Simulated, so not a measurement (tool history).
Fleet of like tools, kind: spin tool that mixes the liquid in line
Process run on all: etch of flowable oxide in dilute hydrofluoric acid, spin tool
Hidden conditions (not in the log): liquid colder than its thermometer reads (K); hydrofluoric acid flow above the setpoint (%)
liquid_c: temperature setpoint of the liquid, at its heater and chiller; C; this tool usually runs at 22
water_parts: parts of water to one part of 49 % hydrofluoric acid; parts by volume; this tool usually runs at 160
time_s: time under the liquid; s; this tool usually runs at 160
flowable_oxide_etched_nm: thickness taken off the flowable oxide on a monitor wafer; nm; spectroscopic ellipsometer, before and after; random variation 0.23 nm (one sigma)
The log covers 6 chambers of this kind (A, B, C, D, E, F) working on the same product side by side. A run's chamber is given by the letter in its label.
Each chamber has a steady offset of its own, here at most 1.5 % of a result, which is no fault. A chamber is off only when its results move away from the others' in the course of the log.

| run | day | liquid_c | water_parts | time_s | hours since the thermometer was replaced | hours since the hydrofluoric acid flow meter was replaced | read-back film thickness of the flowable oxide reference wafer, read on the same gauge (nm) | flowable_oxide_etched_nm |
|---|---|---|---|---|---|---|---|---|
| 1D | 0.375 | 22 | 160 | 160 | 606.3 | 440.9 | 149.99 | 28.281 |
| 2E | 0.950 | 22 | 160 | 160 | 389.6 | 1086.3 | 149.98 | 28.134 |
| 3F | 1.358 | 22 | 160 | 160 | 391.4 | 444.5 | 150.00 | 28.455 |
| 4C | 1.696 | 22 | 160 | 160 | 1185.8 | 863.7 | 149.98 | 28.478 |
| 5A | 2.275 | 18 | 160 | 160 | 1122.2 | 395.7 | 150.00 | 24.042 |
|  | 2.658 | chamber D: hydrofluoric acid flow meter replaced |
| 6B | 2.867 | 18 | 160 | 160 | 1391.7 | 287.9 | 149.98 | 23.755 |
| 7C | 3.192 | 18 | 160 | 160 | 1221.7 | 899.6 | 150.01 | 24.287 |
| 8E | 3.817 | 18 | 160 | 160 | 458.4 | 1155.1 | 149.99 | 24.121 |
| 9A | 4.225 | 18 | 160 | 160 | 1169.0 | 442.5 | 150.00 | 24.024 |
| 10B | 4.567 | 18 | 160 | 160 | 1432.5 | 328.7 | 150.02 | 23.990 |
| 11F | 5.188 | 22 | 160 | 160 | 483.3 | 536.4 | 150.01 | 28.252 |
| 12D | 5.800 | 22 | 160 | 160 | 736.5 | 75.4 | 150.01 | 28.070 |
| 13B | 6.433 | 22 | 85 | 225 | 1477.3 | 373.5 | 150.00 | 80.602 |
| 14D | 6.983 | 22 | 85 | 225 | 764.9 | 103.8 | 150.00 | 80.476 |
| 15C | 7.392 | 22 | 85 | 225 | 1322.5 | 1000.4 | 150.02 | 82.399 |
| 16F | 7.721 | 22 | 85 | 225 | 544.1 | 597.2 | 150.00 | 82.785 |
| 17E | 8.154 | 22 | 85 | 225 | 562.5 | 1259.2 | 150.01 | 82.269 |
| 18A | 8.642 | 22 | 85 | 225 | 1275.0 | 548.5 | 150.00 | 81.138 |
| 19C | 9.162 | 22 | 160 | 160 | 1365.0 | 1042.9 | 150.00 | 28.619 |
|  | 9.442 | chamber C: hydrofluoric acid flow meter replaced |
| 20B | 9.479 | 22 | 160 | 160 | 1550.4 | 446.6 | 150.00 | 28.018 |
| 21F | 10.033 | 22 | 160 | 160 | 599.6 | 652.7 | 150.01 | 28.682 |
| 22D | 10.662 | 22 | 160 | 160 | 853.2 | 192.1 | 150.02 | 28.200 |
|  | 10.675 | chamber A: thermometer replaced |
| 23A | 10.971 | 22 | 160 | 160 | 7.2 | 604.4 | 150.01 | 28.539 |
| 24E | 11.412 | 22 | 160 | 160 | 640.7 | 1337.4 | 150.02 | 28.545 |
| 25C | 11.804 | 22 | 105 | 160 | 1428.4 | 56.8 | 150.02 | 45.171 |
| 26D | 12.158 | 22 | 105 | 160 | 889.1 | 228.0 | 149.98 | 45.139 |
| 27A | 12.742 | 22 | 105 | 160 | 49.7 | 646.9 | 150.01 | 45.763 |
| 28B | 13.350 | 22 | 105 | 160 | 1643.3 | 539.5 | 150.00 | 45.710 |
| 29F | 13.667 | 22 | 105 | 160 | 686.8 | 739.9 | 150.01 | 45.513 |
| 30E | 13.958 | 22 | 105 | 160 | 701.8 | 1398.5 | 150.00 | 46.044 |
| 31D | 14.258 | 22 | 160 | 160 | 939.5 | 278.4 | 150.01 | 27.717 |
|  | 14.542 | chamber E: hydrofluoric acid flow meter replaced |
| 32B | 14.550 | 22 | 160 | 160 | 1672.1 | 568.3 | 150.00 | 28.136 |
| 33A | 15.029 | 22 | 160 | 160 | 104.6 | 701.8 | 150.01 | 28.333 |
| 34F | 15.554 | 22 | 160 | 160 | 732.1 | 785.2 | 149.99 | 27.660 |
| 35C | 16.025 | 22 | 230 | 250 | 1529.7 | 158.1 | 149.99 | 27.791 |
| 36E | 16.592 | 22 | 230 | 250 | 765.0 | 49.2 | 150.00 | 28.457 |
| 37D | 16.879 | 22 | 230 | 250 | 1002.4 | 341.3 | 149.99 | 28.479 |
| 38E | 17.454 | 22 | 230 | 250 | 785.7 | 69.9 | 150.00 | 28.291 |
| 39C | 17.929 | 22 | 230 | 250 | 1575.4 | 203.8 | 150.00 | 27.661 |
| 40F | 18.542 | 22 | 230 | 250 | 803.8 | 856.9 | 150.00 | 28.445 |
| 41B | 19.188 | 22 | 160 | 160 | 1783.4 | 679.6 | 150.01 | 28.118 |
| 42A | 19.725 | 22 | 160 | 160 | 217.3 | 814.5 | 150.01 | 28.242 |
| 43B | 20.304 | 22 | 160 | 160 | 1810.2 | 706.4 | 150.00 | 27.866 |
| 44C | 20.788 | 22 | 160 | 160 | 1644.0 | 272.4 | 150.02 | 26.899 |

One chamber off, gauge drift, or nothing amiss beyond the chambers' own small offsets? If it is a chamber, which one, and what is the likeliest cause?

One chamber, C, drifts off from the rest bit by bit.
What lies behind it: liquid colder than its thermometer reads (K) = 1.52.

Below are 4 candidate recipes for chamber C's next run, each the usual settings with a change, their results shown as question marks. Which of them brings C's results back in line with what the other chambers give on the usual settings?
Maximum distance from the other chambers' mean on the usual settings for a result to count as in line: flowable_oxide_etched_nm 0.820 nm
| 45C-1 | 21.250 | 21.5 | 160 | 145 |  |  |  | ? |
| 45C-2 | 21.250 | 22.0 | 160 | 180 |  |  |  | ? |
| 45C-3 | 21.250 | 22.0 | 160 | 170 |  |  |  | ? |
| 45C-4 | 21.250 | 20.5 | 160 | 160 |  |  |  | ? |

Other chambers, usual settings, mean: flowable_oxide_etched_nm 28.143 nm
| run | flowable_oxide_etched_nm |
|---|---|
| 45C-1 | 23.627 |
| 45C-2 | 29.926 |
| 45C-3 | 28.264 |
| 45C-4 | 25.045 |
45C-3 puts the chamber back in line with the other chambers.
